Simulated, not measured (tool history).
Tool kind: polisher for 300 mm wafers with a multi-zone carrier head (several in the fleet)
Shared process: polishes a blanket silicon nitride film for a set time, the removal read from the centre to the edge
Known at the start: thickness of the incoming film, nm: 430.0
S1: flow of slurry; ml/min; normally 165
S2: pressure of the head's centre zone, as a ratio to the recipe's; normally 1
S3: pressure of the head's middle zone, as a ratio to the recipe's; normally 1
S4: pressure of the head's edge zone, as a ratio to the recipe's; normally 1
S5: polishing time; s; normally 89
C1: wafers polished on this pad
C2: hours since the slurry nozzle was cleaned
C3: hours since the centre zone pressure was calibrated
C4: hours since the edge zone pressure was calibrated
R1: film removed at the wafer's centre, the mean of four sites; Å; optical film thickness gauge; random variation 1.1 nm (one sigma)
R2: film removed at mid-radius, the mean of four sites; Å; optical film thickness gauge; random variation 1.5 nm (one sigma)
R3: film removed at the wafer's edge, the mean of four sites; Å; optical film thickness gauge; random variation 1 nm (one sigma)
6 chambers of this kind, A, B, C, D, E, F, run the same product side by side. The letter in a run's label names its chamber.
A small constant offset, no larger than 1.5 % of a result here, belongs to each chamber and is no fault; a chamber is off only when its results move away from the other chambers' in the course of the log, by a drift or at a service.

Run 1C, day 0.121: usual settings; C1 847; C2 179.5; C3 175.8; C4 267.1. Result: R1 1176 Å, R2 1169 Å, R3 1162.6 Å.
At day 0.204: chamber A: centre zone pressure recalibrated.
Run 2B, day 0.367: usual settings; C1 1033; C2 298.8; C3 664; C4 1110.8. Result: R1 1185.5 Å, R2 1177.9 Å, R3 1171.8 Å.
At day 0.442: chamber D: edge zone pressure recalibrated.
Run 3D, day 0.5: usual settings; C1 700; C2 63.1; C3 86; C4 1.4. Result: R1 1168.6 Å, R2 1179.5 Å, R3 1175.1 Å.
Run 4F, day 0.696: usual settings; C1 1096; C2 160.3; C3 546.1; C4 617.6. Result: R1 1150.5 Å, R2 1171.4 Å, R3 1194.8 Å.
Run 5A, day 0.917: usual settings; C1 1042; C2 136.5; C3 17.1; C4 334. Result: R1 1167.8 Å, R2 1137.2 Å, R3 1148 Å.
At day 0.921: chamber C: worn pad replaced by a new one.
At day 1.054: chamber E: edge zone pressure recalibrated.
Run 6E, day 1.096: usual settings; C1 532; C2 276.5; C3 505.9; C4 1.1. Result: R1 1155.7 Å, R2 1164.7 Å, R3 1169.8 Å.
Run 7D, day 1.258: usual settings but S1 115 ml/min, S4 1.09; C1 811; C2 81.3; C3 104.2; C4 19.6. Result: R1 1060 Å, R2 1071.9 Å, R3 1171.9 Å.
At day 1.412: chamber F: edge zone pressure recalibrated.
Run 8B, day 1.492: usual settings but S1 115 ml/min, S4 1.09; C1 1198; C2 325.8; C3 691; C4 1137.8. Result: R1 1058 Å, R2 1049.2 Å, R3 1140 Å.
Run 9A, day 1.629: usual settings but S1 115 ml/min, S4 1.09; C1 1147; C2 153.6; C3 34.2; C4 351.1. Result: R1 1057.9 Å, R2 1058.4 Å, R3 1141.6 Å.
Run 10C, day 1.754: usual settings but S1 115 ml/min, S4 1.09; C1 122; C2 218.7; C3 215; C4 306.3. Result: R1 1090.6 Å, R2 1050.6 Å, R3 1143.5 Å.
At day 1.796: chamber F: worn pad replaced by a new one.
Run 11E, day 1.912: usual settings but S1 115 ml/min, S4 1.09; C1 652; C2 296.1; C3 525.5; C4 20.7. Result: R1 1051 Å, R2 1088.6 Å, R3 1174.7 Å.
At day 2.104: chamber E: worn pad replaced by a new one.
Run 12F, day 2.133: usual settings but S1 115 ml/min, S4 1.09; C1 50; C2 194.8; C3 580.6; C4 17.4. Result: R1 1069.3 Å, R2 1098.8 Å, R3 1181 Å.
Run 13D, day 2.346: usual settings; C1 971; C2 107.4; C3 130.3; C4 45.7. Result: R1 1149.2 Å, R2 1160.9 Å, R3 1181.3 Å.
Run 14C, day 2.492: usual settings; C1 230; C2 236.4; C3 232.7; C4 324. Result: R1 1177.3 Å, R2 1167.1 Å, R3 1164.1 Å.
Run 15A, day 2.65: usual settings; C1 1296; C2 178.1; C3 58.7; C4 375.6. Result: R1 1153.5 Å, R2 1132.4 Å, R3 1132.1 Å.
Run 16B, day 2.821: usual settings; C1 1393; C2 357.7; C3 722.9; C4 1169.7. Result: R1 1125.9 Å, R2 1112.4 Å, R3 1127.3 Å.
Run 17E, day 3.071: usual settings but S2 1.07; C1 142; C2 323.9; C3 553.3; C4 48.5. Result: R1 1253.1 Å, R2 1175.3 Å, R3 1161.1 Å.
Run 18F, day 3.346: usual settings but S2 1.07; C1 227; C2 223.9; C3 609.7; C4 46.5. Result: R1 1248.6 Å, R2 1181.7 Å, R3 1177.5 Å.
At day 3.508: chamber A: worn pad replaced by a new one.
Run 19A, day 3.608: usual settings but S2 1.07; C1 15; C2 201.1; C3 81.7; C4 398.6. Result: R1 1267.5 Å, R2 1141.9 Å, R3 1176.6 Å.
Run 20D, day 3.767: usual settings but S2 1.07; C1 1179; C2 141.5; C3 164.4; C4 79.8. Result: R1 1241.5 Å, R2 1154.8 Å, R3 1171.6 Å.
Run 21C, day 3.892: usual settings but S2 1.07; C1 435; C2 270; C3 266.3; C4 357.6. Result: R1 1277.5 Å, R2 1130.8 Å, R3 1156.7 Å.
Run 22F, day 4.071: usual settings but S2 1.07; C1 334; C2 241.3; C3 627.1; C4 63.9. Result: R1 1260.7 Å, R2 1165.1 Å, R3 1176.2 Å.
Run 23B, day 4.196: usual settings; C1 1595; C2 390.7; C3 755.9; C4 1202.7. Result: R1 1093.3 Å, R2 1104.1 Å, R3 1110.4 Å.
At day 4.467: chamber B: slurry nozzle cleaned.
Run 24E, day 4.467: usual settings; C1 346; C2 357.4; C3 586.8; C4 82. Result: R1 1152.1 Å, R2 1159.8 Å, R3 1165.9 Å.
Run 25B, day 4.604: usual settings but S4 0.91; C1 1654; C2 3.3; C3 765.7; C4 1212.5. Result: R1 1099.3 Å, R2 1099.8 Å, R3 1048.4 Å.
Run 26F, day 4.808: usual settings but S4 0.91; C1 442; C2 259; C3 644.8; C4 81.6. Result: R1 1153.7 Å, R2 1174.6 Å, R3 1122.6 Å.
Run 27E, day 4.992: usual settings but S4 0.91; C1 423; C2 370; C3 599.4; C4 94.6. Result: R1 1169.3 Å, R2 1182.4 Å, R3 1099.2 Å.
Run 28C, day 5.262: usual settings but S4 0.91; C1 636; C2 302.9; C3 299.2; C4 390.5. Result: R1 1174.4 Å, R2 1136.5 Å, R3 1095.8 Å.
Run 29D, day 5.475: usual settings but S4 0.91; C1 1429; C2 182.5; C3 205.4; C4 120.8. Result: R1 1165 Å, R2 1146.8 Å, R3 1124 Å.
Run 30A, day 5.596: usual settings but S4 0.91; C1 306; C2 248.8; C3 129.4; C4 446.3. Result: R1 1175.2 Å, R2 1170.2 Å, R3 1110.8 Å.
Run 31E, day 5.812: usual settings but S1 205 ml/min; C1 543; C2 389.7; C3 619.1; C4 114.3. Result: R1 1212 Å, R2 1200.1 Å, R3 1193.1 Å.
Run 32F, day 6.071: usual settings but S1 205 ml/min; C1 627; C2 289.3; C3 675.1; C4 111.9. Result: R1 1208.8 Å, R2 1221.2 Å, R3 1214.4 Å.
At day 6.075: chamber D: worn pad replaced by a new one.
At day 6.242: chamber B: edge zone pressure recalibrated.
Run 33B, day 6.262: usual settings but S1 205 ml/min; C1 1898; C2 43.1; C3 805.5; C4 0.6. Result: R1 1110.9 Å, R2 1077.8 Å, R3 1065.4 Å.
Run 34A, day 6.388: usual settings but S1 205 ml/min; C1 422; C2 267.8; C3 148.4; C4 465.3. Result: R1 1218.4 Å, R2 1192.5 Å, R3 1207.8 Å.
Run 35D, day 6.583: usual settings but S1 205 ml/min; C1 74; C2 209.1; C3 232; C4 147.4. Result: R1 1207.7 Å, R2 1218.3 Å, R3 1225.8 Å.
Run 36C, day 6.812: usual settings but S1 205 ml/min; C1 863; C2 340.1; C3 336.4; C4 427.7. Result: R1 1215 Å, R2 1228.9 Å, R3 1182.4 Å.
Run 37A, day 7.025: usual settings; C1 515; C2 283.1; C3 163.7; C4 480.6. Result: R1 1177.5 Å, R2 1141.9 Å, R3 1164.6 Å.
Run 38C, day 7.279: usual settings; C1 931; C2 351.3; C3 347.6; C4 438.9. Result: R1 1172.9 Å, R2 1183.9 Å, R3 1165.5 Å.

Has any chamber moved away from the others, gradually or after a service, or does the common gauge drift, or do the chambers differ only by their own small steady offsets? State the chamber and the most likely cause if one applies.

One chamber, B, drifts off from the rest bit by bit.
Likeliest cause: removal rate lost through wear of the pad, % = 12.2.

Which of the 4 candidates below, each the usual settings with something changed and its results left as question marks, puts chamber B back in line with what the other chambers give on the usual settings?
Counts as in line when no further than this from what the other chambers average on the usual settings: R1 39 Å; R2 50 Å; R3 36 Å
Run 39B-1, day 7.475: usual settings but S1 170 ml/min, S4 1.01, S5 100 s. Result: R1 ?, R2 ?, R3 ?.
Run 39B-2, day 7.475: usual settings but S1 160 ml/min, S4 0.99, S5 79 s. Result: R1 ?, R2 ?, R3 ?.
Run 39B-3, day 7.475: usual settings but S5 85 s. Result: R1 ?, R2 ?, R3 ?.
Run 39B-4, day 7.475: usual settings but S5 93 s. Result: R1 ?, R2 ?, R3 ?.

On the usual settings, the other chambers give on average: R1 1166.4 Å; R2 1161.5 Å; R3 1167.8 Å
  run      R1      R2      R3
39B-1  1168.1  1151.6  1167.1
39B-2  912.03  900.28  905.31
39B-3  987.27  973.89  983.15
39B-4  1080.2  1065.5  1075.7
39B-1 is the one that brings the chamber's results back in line with the other chambers.
